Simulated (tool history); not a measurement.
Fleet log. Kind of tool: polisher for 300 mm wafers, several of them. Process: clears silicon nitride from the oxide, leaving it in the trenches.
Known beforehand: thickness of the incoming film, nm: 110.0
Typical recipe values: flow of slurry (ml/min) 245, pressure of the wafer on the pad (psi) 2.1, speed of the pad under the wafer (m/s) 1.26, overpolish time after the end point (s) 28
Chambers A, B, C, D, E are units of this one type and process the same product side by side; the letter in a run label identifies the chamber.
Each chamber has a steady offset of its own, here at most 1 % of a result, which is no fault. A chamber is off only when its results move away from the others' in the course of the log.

| run | hour | flow of slurry (ml/min) | pressure of the wafer on the pad (psi) | speed of the pad under the wafer (m/s) | overpolish time after the end point (s) | wafers polished on this pad | hours since the slurry nozzle was cleaned | hours since the head pressure was calibrated | time until the end point was called (s) |
|---|---|---|---|---|---|---|---|---|---|
| 1D | 8.2 | 245 | 2.1 | 1.26 | 28 | 373 | 398.8 | 851.1 | 116.51 |
| 2A | 15 | 245 | 2.1 | 1.26 | 28 | 359 | 173.5 | 147.3 | 118.49 |
| 3C | 22.8 | 245 | 2.1 | 1.26 | 28 | 546 | 427.4 | 394.4 | 117.47 |
| 4B | 27.2 | 245 | 2.1 | 1.26 | 28 | 158 | 200.9 | 214.6 | 116.15 |
| 5E | 34 | 245 | 2.1 | 1.26 | 28 | 596 | 75.4 | 377.6 | 116.38 |
|  | 34.7 | chamber C: head pressure recalibrated |
|  | 36.1 | chamber E: worn pad replaced by a new one |
|  | 36.7 | chamber C: worn pad replaced by a new one |
| 6C | 42.6 | 245 | 2.1 | 1.26 | 28 | 27 | 447.2 | 8 | 118.69 |
| 7E | 49 | 245 | 2.1 | 1.26 | 28 | 59 | 90.4 | 392.6 | 117.15 |
| 8A | 54.5 | 245 | 2.1 | 1.26 | 28 | 540 | 213 | 186.8 | 117.16 |
| 9B | 59.4 | 245 | 2.1 | 1.26 | 28 | 306 | 233.1 | 246.8 | 116.41 |
| 10D | 67.4 | 195 | 2.1 | 0.94 | 28 | 644 | 458 | 910.3 | 163.54 |
| 11B | 71.6 | 195 | 2.1 | 0.94 | 28 | 362 | 245.3 | 259 | 164.22 |
| 12E | 77.1 | 195 | 2.1 | 0.94 | 28 | 188 | 118.5 | 420.7 | 160.29 |
| 13A | 84 | 195 | 2.1 | 0.94 | 28 | 675 | 242.5 | 216.3 | 164.57 |
|  | 88.1 | chamber D: worn pad replaced by a new one |
| 14C | 90.5 | 195 | 2.1 | 0.94 | 28 | 246 | 495.1 | 55.9 | 162.38 |
| 15D | 98.2 | 245 | 2.1 | 1.26 | 28 | 46 | 488.8 | 941.1 | 118.5 |
| 16E | 102.8 | 245 | 2.1 | 1.26 | 28 | 306 | 144.2 | 446.4 | 119.34 |
| 17D | 108.2 | 245 | 2.1 | 1.26 | 28 | 92 | 498.8 | 951.1 | 117.18 |
| 18B | 116.9 | 245 | 2.1 | 1.26 | 28 | 569 | 290.6 | 304.3 | 119.91 |
| 19C | 125.5 | 245 | 2.1 | 1.26 | 28 | 407 | 530.1 | 90.9 | 118.98 |
| 20A | 130.2 | 245 | 2.1 | 1.26 | 28 | 887 | 288.7 | 262.5 | 117.6 |
| 21E | 136 | 245 | 2.1 | 1.26 | 28 | 458 | 177.4 | 479.6 | 115.46 |
| 22D | 141.6 | 245 | 2.1 | 1.26 | 28 | 245 | 532.2 | 984.5 | 115.74 |
| 23B | 146.4 | 245 | 2.1 | 1.26 | 28 | 705 | 320.1 | 333.8 | 116.75 |
| 24C | 151 | 245 | 2.1 | 1.26 | 28 | 524 | 555.6 | 116.4 | 119.38 |
| 25A | 159.7 | 245 | 2.1 | 1.26 | 28 | 1022 | 318.2 | 292 | 121.23 |
| 26A | 165.9 | 245 | 2.1 | 1.26 | 28 | 1051 | 324.4 | 298.2 | 115.35 |
|  | 166.1 | chamber B: worn pad replaced by a new one |
| 27E | 174.1 | 245 | 2.1 | 1.26 | 28 | 632 | 215.5 | 517.7 | 117.44 |
| 28C | 181.7 | 245 | 2.1 | 1.26 | 28 | 664 | 586.3 | 147.1 | 117.72 |
| 29D | 189.6 | 245 | 2.1 | 1.26 | 28 | 465 | 580.2 | 1032.5 | 118.4 |
|  | 192.6 | chamber E: head pressure recalibrated |
| 30B | 194.4 | 245 | 2.1 | 1.26 | 28 | 129 | 368.1 | 381.8 | 118.37 |
|  | 195.5 | chamber C: worn pad replaced by a new one |
|  | 198.4 | chamber D: head pressure recalibrated |
|  | 198.7 | chamber E: worn pad replaced by a new one |
| 31B | 200.2 | 245 | 2.1 | 1.26 | 28 | 156 | 373.9 | 387.6 | 117.81 |
| 32E | 207.5 | 245 | 2.1 | 1.26 | 28 | 40 | 248.9 | 15 | 117.33 |
|  | 209.6 | chamber A: worn pad replaced by a new one |
| 33C | 215.1 | 245 | 2.1 | 1.26 | 28 | 90 | 619.7 | 180.5 | 116.5 |
|  | 218.2 | chamber D: worn pad replaced by a new one |
| 34D | 220.1 | 245 | 2.1 | 1.26 | 28 | 9 | 610.7 | 21.8 | 119.32 |
| 35A | 225.6 | 245 | 2.1 | 1.26 | 28 | 73 | 384.1 | 357.9 | 119.39 |
| 36A | 233.3 | 245 | 2.1 | 1.26 | 28 | 109 | 391.8 | 365.6 | 117.76 |

All chambers now run identical settings, listed one chamber a line with results as question marks. What results will each chamber show?
| 37A | 239.7 | 270 | 2.1 | 1.26 | 28 |  |  |  | ? |
| 37B | 239.7 | 270 | 2.1 | 1.26 | 28 |  |  |  | ? |
| 37C | 239.7 | 270 | 2.1 | 1.26 | 28 |  |  |  | ? |
| 37D | 239.7 | 270 | 2.1 | 1.26 | 28 |  |  |  | ? |
| 37E | 239.7 | 270 | 2.1 | 1.26 | 28 |  |  |  | ? |

| run | time until the end point was called (s) |
|---|---|
| 37A | 117.26 |
| 37B | 115.56 |
| 37C | 114.89 |
| 37D | 117.97 |
| 37E | 115.79 |
